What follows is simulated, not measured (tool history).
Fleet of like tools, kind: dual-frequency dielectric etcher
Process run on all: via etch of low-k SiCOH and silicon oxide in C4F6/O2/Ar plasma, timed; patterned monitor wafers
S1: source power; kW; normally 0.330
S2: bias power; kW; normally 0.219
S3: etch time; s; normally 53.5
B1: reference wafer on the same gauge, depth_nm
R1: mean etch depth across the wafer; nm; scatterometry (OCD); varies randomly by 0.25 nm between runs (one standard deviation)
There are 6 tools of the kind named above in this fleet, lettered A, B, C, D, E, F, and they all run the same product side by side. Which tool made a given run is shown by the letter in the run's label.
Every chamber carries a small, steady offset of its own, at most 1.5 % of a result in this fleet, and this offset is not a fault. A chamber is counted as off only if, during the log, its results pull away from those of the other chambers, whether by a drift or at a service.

run   hour     S1     S2    S3      B1      R1
 1A   10.4  0.330  0.219  53.5  153.00  146.24
      12.4  -- chamber C: source power generator calibrated
 2E   21.8  0.330  0.219  53.5  153.09  146.59
 3C   27.6  0.330  0.219  53.5  153.15  150.60
 4B   36.0  0.330  0.219  53.5  153.09  148.17
      38.1  -- chamber D: source power generator calibrated
 5F   43.7  0.330  0.219  53.5  153.12  146.01
 6D   50.8  0.330  0.219  53.5  153.20  150.07
 7A   56.4  0.330  0.219  53.5  153.12  146.28
 8E   66.7  0.250  0.272  53.5  153.19  142.63
 9C   73.4  0.250  0.272  53.5  153.21  146.18
10F   80.2  0.250  0.272  53.5  153.23  142.05
11D   87.0  0.250  0.272  53.5  153.24  145.12
      96.4  -- chamber D: wet clean of the chamber
12B   97.9  0.250  0.272  53.5  153.29  143.27
13F  105.5  0.250  0.272  53.5  153.41  142.02
14A  116.6  0.330  0.260  63.0  153.34  182.71
15E  125.7  0.330  0.260  63.0  153.34  183.85
16C  135.1  0.330  0.260  63.0  153.40  188.19
17B  146.7  0.330  0.260  63.0  153.38  185.74
18D  152.8  0.330  0.260  63.0  153.44  187.02
19D  161.0  0.330  0.260  63.0  153.42  187.48
20A  169.6  0.330  0.219  53.5  153.50  146.80
21E  180.8  0.330  0.219  53.5  153.61  147.31
22F  186.1  0.330  0.219  42.5  153.53  116.54
23B  191.8  0.330  0.219  42.5  153.57  117.95
     195.7  -- chamber E: source power generator calibrated
24C  203.2  0.330  0.219  42.5  153.55  119.42
     206.7  -- chamber A: wet clean of the chamber
     213.0  -- chamber F: wet clean of the chamber
     213.5  -- chamber E: wet clean of the chamber
25E  213.8  0.330  0.219  42.5  153.62  117.07
26F  220.8  0.330  0.219  42.5  153.63  116.73
27B  228.3  0.330  0.219  42.5  153.61  117.88
28D  235.2  0.330  0.219  53.5  153.64  150.34
29A  244.6  0.330  0.219  44.0  153.77  120.49
30C  251.3  0.330  0.219  44.0  153.78  124.06
     253.5  -- chamber B: bias power generator calibrated
31C  259.0  0.330  0.219  44.0  153.77  124.11
32E  266.4  0.330  0.219  44.0  153.77  121.16
33A  275.1  0.330  0.219  44.0  153.81  120.98
34D  283.3  0.330  0.219  44.0  153.78  123.91
35F  291.6  0.330  0.219  53.5  153.81  146.65
     295.6  -- chamber C: wet clean of the chamber
36B  300.5  0.330  0.219  53.5  153.90  148.99
37C  310.8  0.330  0.219  53.5  153.94  151.26
38B  317.7  0.300  0.272  53.5  153.93  154.78
39D  326.2  0.300  0.272  53.5  153.97  156.05
40F  333.0  0.300  0.272  53.5  154.01  152.56
41A  343.3  0.300  0.272  53.5  154.03  152.70
42E  351.5  0.300  0.272  53.5  154.03  153.49

Is one chamber off against the others, does the gauge drift, or is nothing wrong? If a chamber is off, say which, and what the likeliest cause is.

No chamber is off; the gauge reading every chamber's wafers drifts, which makes the whole fleet appear to move together.
What lies behind it: gauge reads high (%) = 0.693.

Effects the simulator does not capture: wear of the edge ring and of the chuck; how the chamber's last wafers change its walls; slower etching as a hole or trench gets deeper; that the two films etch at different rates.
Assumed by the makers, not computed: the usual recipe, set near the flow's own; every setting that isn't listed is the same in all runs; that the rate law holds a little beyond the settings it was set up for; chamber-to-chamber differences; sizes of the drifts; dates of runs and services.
